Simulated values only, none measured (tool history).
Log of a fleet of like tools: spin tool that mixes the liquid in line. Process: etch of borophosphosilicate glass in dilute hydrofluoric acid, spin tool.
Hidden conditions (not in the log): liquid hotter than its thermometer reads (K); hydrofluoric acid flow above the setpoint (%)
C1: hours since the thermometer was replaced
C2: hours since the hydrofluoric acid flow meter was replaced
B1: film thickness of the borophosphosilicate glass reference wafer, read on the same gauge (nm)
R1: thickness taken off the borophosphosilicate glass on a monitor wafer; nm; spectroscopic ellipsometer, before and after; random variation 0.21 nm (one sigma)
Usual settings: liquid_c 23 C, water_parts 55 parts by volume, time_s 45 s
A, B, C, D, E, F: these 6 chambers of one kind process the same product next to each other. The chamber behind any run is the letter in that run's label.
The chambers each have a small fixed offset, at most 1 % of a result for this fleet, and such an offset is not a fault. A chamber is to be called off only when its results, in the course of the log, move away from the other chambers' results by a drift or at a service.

run 1C hour=7.5 | liquid_c=23 water_parts=55 time_s=45 | C1=1050.8 C2=357.0 | B1=50.029 | R1=26.963
run 2A hour=17.4 | liquid_c=23 water_parts=55 time_s=45 | C1=176.1 C2=683.2 | B1=49.960 | R1=26.594
run 3D hour=24.7 | liquid_c=23 water_parts=55 time_s=45 | C1=1000.4 C2=845.5 | B1=50.003 | R1=26.242
run 4E hour=32.5 | liquid_c=23 water_parts=55 time_s=45 | C1=130.5 C2=736.4 | B1=50.058 | R1=26.816
run 5F hour=42.6 | liquid_c=23 water_parts=55 time_s=45 | C1=594.1 C2=517.9 | B1=49.978 | R1=26.396
run 6B hour=50.1 | liquid_c=23 water_parts=55 time_s=45 | C1=509.1 C2=1440.3 | B1=50.001 | R1=26.810
run 7B hour=55.3 | liquid_c=23 water_parts=55 time_s=45 | C1=514.3 C2=1445.5 | B1=50.004 | R1=26.497
run 8F hour=61.7 | liquid_c=23 water_parts=55 time_s=45 | C1=613.2 C2=537.0 | B1=50.001 | R1=26.442
-- hour=62.7 chamber A: hydrofluoric acid flow meter replaced
run 9C hour=72.1 | liquid_c=23 water_parts=55 time_s=45 | C1=1115.4 C2=421.6 | B1=50.016 | R1=26.696
run 10A hour=82.4 | liquid_c=23 water_parts=55 time_s=45 | C1=241.1 C2=19.7 | B1=50.045 | R1=27.201
run 11D hour=91.6 | liquid_c=23 water_parts=55 time_s=45 | C1=1067.3 C2=912.4 | B1=49.999 | R1=26.141
run 12E hour=96.4 | liquid_c=23 water_parts=55 time_s=45 | C1=194.4 C2=800.3 | B1=49.951 | R1=26.658
run 13B hour=105.0 | liquid_c=23 water_parts=55 time_s=45 | C1=564.0 C2=1495.2 | B1=50.036 | R1=26.760
run 14C hour=112.8 | liquid_c=23 water_parts=55 time_s=45 | C1=1156.1 C2=462.3 | B1=50.039 | R1=26.712
-- hour=119.2 chamber D: hydrofluoric acid flow meter replaced
run 15E hour=120.6 | liquid_c=23 water_parts=55 time_s=45 | C1=218.6 C2=824.5 | B1=50.042 | R1=26.663
run 16D hour=126.7 | liquid_c=23 water_parts=55 time_s=45 | C1=1102.4 C2=7.6 | B1=49.995 | R1=26.216
run 17F hour=136.1 | liquid_c=23 water_parts=55 time_s=45 | C1=687.6 C2=611.4 | B1=49.999 | R1=26.856
run 18A hour=142.3 | liquid_c=23 water_parts=55 time_s=45 | C1=301.0 C2=79.6 | B1=49.991 | R1=27.709
run 19E hour=147.2 | liquid_c=23 water_parts=55 time_s=45 | C1=245.2 C2=851.1 | B1=50.043 | R1=26.596
run 20D hour=153.2 | liquid_c=23 water_parts=55 time_s=45 | C1=1128.9 C2=34.1 | B1=50.005 | R1=26.074
run 21A hour=157.7 | liquid_c=23 water_parts=55 time_s=45 | C1=316.4 C2=95.0 | B1=50.003 | R1=27.714
run 22F hour=167.0 | liquid_c=23 water_parts=85 time_s=45 | C1=718.5 C2=642.3 | B1=50.033 | R1=16.651
-- hour=170.6 chamber C: thermometer replaced
run 23B hour=174.3 | liquid_c=23 water_parts=85 time_s=45 | C1=633.3 C2=1564.5 | B1=50.012 | R1=16.410
run 24C hour=182.2 | liquid_c=23 water_parts=85 time_s=45 | C1=11.7 C2=531.7 | B1=50.037 | R1=16.702
run 25A hour=189.1 | liquid_c=23 water_parts=85 time_s=45 | C1=347.8 C2=126.4 | B1=49.963 | R1=17.463
run 26F hour=196.9 | liquid_c=23 water_parts=85 time_s=45 | C1=748.4 C2=672.2 | B1=50.011 | R1=16.489
run 27E hour=203.0 | liquid_c=23 water_parts=85 time_s=45 | C1=301.0 C2=906.9 | B1=49.997 | R1=16.585
run 28B hour=211.8 | liquid_c=23 water_parts=55 time_s=45 | C1=670.8 C2=1602.0 | B1=49.991 | R1=26.674
run 29C hour=219.0 | liquid_c=23 water_parts=55 time_s=45 | C1=48.5 C2=568.5 | B1=50.039 | R1=26.957
run 30D hour=228.8 | liquid_c=23 water_parts=65 time_s=55 | C1=1204.5 C2=109.7 | B1=49.986 | R1=26.962
run 31C hour=233.4 | liquid_c=23 water_parts=65 time_s=55 | C1=62.9 C2=582.9 | B1=49.962 | R1=27.703
run 32E hour=243.8 | liquid_c=23 water_parts=65 time_s=55 | C1=341.8 C2=947.7 | B1=50.020 | R1=27.409
-- hour=248.4 chamber B: thermometer replaced
-- hour=252.8 chamber B: hydrofluoric acid flow meter replaced
run 33D hour=253.4 | liquid_c=23 water_parts=65 time_s=55 | C1=1229.1 C2=134.3 | B1=50.004 | R1=27.047
run 34A hour=259.6 | liquid_c=23 water_parts=65 time_s=55 | C1=418.3 C2=196.9 | B1=49.983 | R1=29.531
run 35F hour=264.5 | liquid_c=23 water_parts=65 time_s=55 | C1=816.0 C2=739.8 | B1=50.008 | R1=27.350
run 36B hour=271.1 | liquid_c=23 water_parts=55 time_s=45 | C1=22.7 C2=18.3 | B1=49.974 | R1=26.784
run 37E hour=279.5 | liquid_c=23 water_parts=55 time_s=45 | C1=377.5 C2=983.4 | B1=50.024 | R1=26.656
run 38A hour=285.3 | liquid_c=23 water_parts=55 time_s=45 | C1=444.0 C2=222.6 | B1=49.983 | R1=28.643

All chambers now run identical settings, listed one chamber a line with results as question marks. What results will each chamber show?
run 39A hour=292.8 | liquid_c=23 water_parts=55 time_s=45 | R1=?
run 39B hour=292.8 | liquid_c=23 water_parts=55 time_s=45 | R1=?
run 39C hour=292.8 | liquid_c=23 water_parts=55 time_s=45 | R1=?
run 39D hour=292.8 | liquid_c=23 water_parts=55 time_s=45 | R1=?
run 39E hour=292.8 | liquid_c=23 water_parts=55 time_s=45 | R1=?
run 39F hour=292.8 | liquid_c=23 water_parts=55 time_s=45 | R1=?

run=39A R1=28.529
run=39B R1=26.669
run=39C R1=27.020
run=39D R1=26.476
run=39E R1=26.608
run=39F R1=26.883

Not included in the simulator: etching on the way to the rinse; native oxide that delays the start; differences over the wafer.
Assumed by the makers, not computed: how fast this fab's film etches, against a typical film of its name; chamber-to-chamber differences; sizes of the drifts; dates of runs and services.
